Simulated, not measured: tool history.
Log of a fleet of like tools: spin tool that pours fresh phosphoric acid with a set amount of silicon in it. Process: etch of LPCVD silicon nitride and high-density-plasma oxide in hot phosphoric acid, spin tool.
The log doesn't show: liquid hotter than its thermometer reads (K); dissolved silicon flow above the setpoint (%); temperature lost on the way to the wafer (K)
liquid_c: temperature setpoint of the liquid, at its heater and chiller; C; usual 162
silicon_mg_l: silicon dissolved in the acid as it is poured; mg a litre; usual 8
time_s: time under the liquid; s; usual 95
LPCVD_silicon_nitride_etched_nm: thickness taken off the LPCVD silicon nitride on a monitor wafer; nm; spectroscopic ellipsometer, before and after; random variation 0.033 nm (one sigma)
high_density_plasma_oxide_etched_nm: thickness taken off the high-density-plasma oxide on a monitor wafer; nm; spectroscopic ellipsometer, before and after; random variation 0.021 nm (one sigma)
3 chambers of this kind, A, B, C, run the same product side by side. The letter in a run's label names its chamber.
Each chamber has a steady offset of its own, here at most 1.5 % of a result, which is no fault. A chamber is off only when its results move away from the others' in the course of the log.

run   hour  liquid_c  silicon_mg_l  time_s  hours since the thermometer was replaced  hours since the dissolved silicon flow meter was replaced  hours since the heated supply line was repaired  read-back film thickness of the LPCVD silicon nitride reference wafer, read on the same gauge (nm)  read-back film thickness of the high-density-plasma oxide reference wafer, read on the same gauge (nm)  LPCVD_silicon_nitride_etched_nm  high_density_plasma_oxide_etched_nm
 1A    5.1       162             8      95                                    1858.1                                                      394.7                                               68                                                                                              39.985                                                                                                   60.01                            9.126                              0.33503
 2B    9.4       162             8      95                                    1159.9                                                     1171.6                                              743                                                                                              40.002                                                                                                   60.02                           9.2844                               0.3116
 3C   14.4       162             8      95                                        42                                                       95.3                                            240.9                                                                                              40.006                                                                                                  60.033                           9.1291                              0.32605
 4C   17.4       162             8      95                                        45                                                       98.3                                            243.9                                                                                              40.007                                                                                                  59.977                           9.1651                              0.33791
 5A   21.3       162             8      95                                    1874.3                                                      410.9                                             84.2                                                                                              40.023                                                                                                  60.045                           9.0697                              0.32755
 6B   25.8       162             8      95                                    1176.3                                                       1188                                            759.4                                                                                              40.044                                                                                                  59.999                            9.296                              0.36464
 7A   31.3       162             8      95                                    1884.3                                                      420.9                                             94.2                                                                                              40.011                                                                                                   60.04                           9.0439                              0.33073
 8B   36.2       162             8      95                                    1186.7                                                     1198.4                                            769.8                                                                                              39.961                                                                                                  60.007                           9.2813                              0.29915
 9C   41.8       162             8      95                                      69.4                                                      122.7                                            268.3                                                                                              39.973                                                                                                  59.984                           9.1162                              0.30099
10B   45.5       162             8      95                                      1196                                                     1207.7                                            779.1                                                                                              40.023                                                                                                  59.986                           9.2332                              0.34123
11A   49.8       162             8      95                                    1902.8                                                      439.4                                            112.7                                                                                              40.013                                                                                                  60.046                           9.0298                              0.34864
12C   55.6       162             8      95                                      83.2                                                      136.5                                            282.1                                                                                              39.989                                                                                                   60.06                           9.1159                              0.32778
13C   61.3       162             8      95                                      88.9                                                      142.2                                            287.8                                                                                              39.975                                                                                                  59.973                           9.1762                              0.33317
14A   65.1       162             8      65                                    1918.1                                                      454.7                                              128                                                                                              39.992                                                                                                  60.057                            6.181                              0.25275
15B   68.8       162             8      65                                    1219.3                                                       1231                                            802.4                                                                                              39.987                                                                                                  60.022                           6.2932                               0.2606
16A   73.4       162             8      65                                    1926.4                                                        463                                            136.3                                                                                                  40                                                                                                      60                           6.2171                              0.21088
17B   79.2       163             8      95                                    1229.7                                                     1241.4                                            812.8                                                                                              40.007                                                                                                      60                           9.6461                               0.3528
18C     83       163             8      95                                     110.6                                                      163.9                                            309.5                                                                                              40.032                                                                                                  60.029                           9.5024                              0.38088
19A   85.5       163             8      95                                    1938.5                                                      475.1                                            148.4                                                                                              40.028                                                                                                  59.965                           9.4133                              0.28571
20B   89.5       162             8      95                                      1240                                                     1251.7                                            823.1                                                                                              40.007                                                                                                  59.982                           9.2782                              0.35096
      93.3  -- chamber B: heated supply line repaired
21C   93.8       162          11.5     145                                     121.4                                                      174.7                                            320.3                                                                                              39.998                                                                                                  60.011                           13.904                              0.51801
22A   96.4       162          11.5     145                                    1949.4                                                        486                                            159.3                                                                                              40.034                                                                                                  60.031                           13.827                              0.48872
23C  102.2       162          11.5     145                                     129.8                                                      183.1                                            328.7                                                                                              39.975                                                                                                   59.99                           13.944                              0.46924
24B  106.2       162             8      95                                    1256.7                                                     1268.4                                               13                                                                                              39.988                                                                                                   60.07                           9.2178                              0.28026
25C  109.6       162             8      95                                     137.2                                                      190.5                                            336.1                                                                                              40.013                                                                                                  60.032                           9.1678                              0.31277
26B    115       162             8      95                                    1265.5                                                     1277.2                                             21.8                                                                                              39.975                                                                                                  60.007                            9.249                              0.33234
27A  119.2       162             4     120                                    1972.2                                                      508.8                                            182.1                                                                                              40.013                                                                                                  59.963                           11.415                              0.39141
28C  122.1       162             4     120                                     149.7                                                        203                                            348.6                                                                                              40.019                                                                                                  59.995                           11.593                              0.43207
29B  125.7       162             4     120                                    1276.2                                                     1287.9                                             32.5                                                                                              40.003                                                                                                  60.033                            11.59                              0.47221
30A  130.5       162             8      95                                    1983.5                                                      520.1                                            193.4                                                                                              40.017                                                                                                  60.077                           9.0588                              0.34914
31C  136.3       162             8      60                                     163.9                                                      217.2                                            362.8                                                                                              40.005                                                                                                  59.963                            5.765                              0.20273
32B  141.3       162             8      60                                    1291.8                                                     1303.5                                             48.1                                                                                              39.993                                                                                                  59.947                           5.8277                              0.19719
33A  144.5       162             8      60                                    1997.5                                                      534.1                                            207.4                                                                                              40.013                                                                                                   59.96                           5.7436                              0.19583
34A  149.8       162             8      95                                    2002.8                                                      539.4                                            212.7                                                                                              39.996                                                                                                  59.983                           9.1179                              0.31496
35C  154.2       162             8      95                                     181.8                                                      235.1                                            380.7                                                                                              39.964                                                                                                  59.959                           9.1873                              0.33787
36B    157       162             8      95                                    1307.5                                                     1319.2                                             63.8                                                                                              40.028                                                                                                  59.979                            9.235                               0.3237
37C  160.6       162             8      95                                     188.2                                                      241.5                                            387.1                                                                                              40.008                                                                                                  59.971                           9.1301                               0.3116

What goes on in this fleet: one chamber off, a drifting gauge, or nothing beyond the chambers' own small offsets? Name the chamber and the cause, if any.

No chamber stands off beyond its own small offset, and the gauge holds steady.

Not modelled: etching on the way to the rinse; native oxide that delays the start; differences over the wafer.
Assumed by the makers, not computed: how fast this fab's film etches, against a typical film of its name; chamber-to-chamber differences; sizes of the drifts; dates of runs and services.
